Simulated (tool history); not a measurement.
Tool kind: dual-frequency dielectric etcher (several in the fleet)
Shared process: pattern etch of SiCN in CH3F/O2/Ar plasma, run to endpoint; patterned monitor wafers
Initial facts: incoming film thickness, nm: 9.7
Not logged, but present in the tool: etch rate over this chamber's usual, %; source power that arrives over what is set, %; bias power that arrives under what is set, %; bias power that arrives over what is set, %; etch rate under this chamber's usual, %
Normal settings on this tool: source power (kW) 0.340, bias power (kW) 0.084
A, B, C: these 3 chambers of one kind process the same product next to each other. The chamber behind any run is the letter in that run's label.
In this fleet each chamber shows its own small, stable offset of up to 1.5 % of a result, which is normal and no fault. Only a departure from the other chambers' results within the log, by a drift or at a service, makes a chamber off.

run	day	source power (kW)	bias power (kW)	hours since the last wet clean	hours since the last source power generator calibration	hours since the last bias power generator calibration	endpoint time (s)
1C	0.338	0.340	0.084	384.1	2255.4	1178.4	26.165
2B	0.721	0.340	0.084	351.4	471.2	1688.8	25.478
3A	1.192	0.340	0.084	157.7	1551.9	169.1	26.023
4B	1.633	0.340	0.084	373.3	493.1	1710.7	25.514
5C	2.058	0.340	0.084	425.4	2296.7	1219.7	26.145
6A	2.571	0.340	0.100	190.8	1585.0	202.2	24.227
7B	3.104	0.340	0.100	408.6	528.4	1746.0	23.959
# day 3.121: chamber B: wet clean of the chamber
8C	3.546	0.340	0.100	461.1	2332.4	1255.4	24.400
9A	3.838	0.340	0.084	221.2	1615.4	232.6	25.917
# day 3.875: chamber C: wet clean of the chamber
10C	4.088	0.340	0.084	5.1	2345.4	1268.4	27.162
11A	4.371	0.340	0.084	234.0	1628.2	245.4	25.935
12B	4.912	0.340	0.084	43.1	571.8	1789.4	25.597
13A	5.325	0.340	0.084	256.9	1651.1	268.3	26.019
14B	5.625	0.340	0.084	60.2	588.9	1806.5	25.491
15C	6.117	0.340	0.084	53.8	2394.1	1317.1	26.965
16C	6.583	0.340	0.084	65.0	2405.3	1328.3	26.808
17A	6.921	0.340	0.084	295.2	1689.4	306.6	25.830
18B	7.392	0.340	0.084	102.6	631.3	1848.9	25.727
19C	7.783	0.340	0.094	93.8	2434.1	1357.1	25.981
20A	8.088	0.340	0.094	323.2	1717.4	334.6	24.728

The same settings go to every chamber for the next run, one line per chamber below. Forecast the results for each:
21A	8.488	0.270	0.084				?
21B	8.488	0.270	0.084				?
21C	8.488	0.270	0.084				?

run	endpoint time (s)
21A	28.159
21B	27.835
21C	29.404
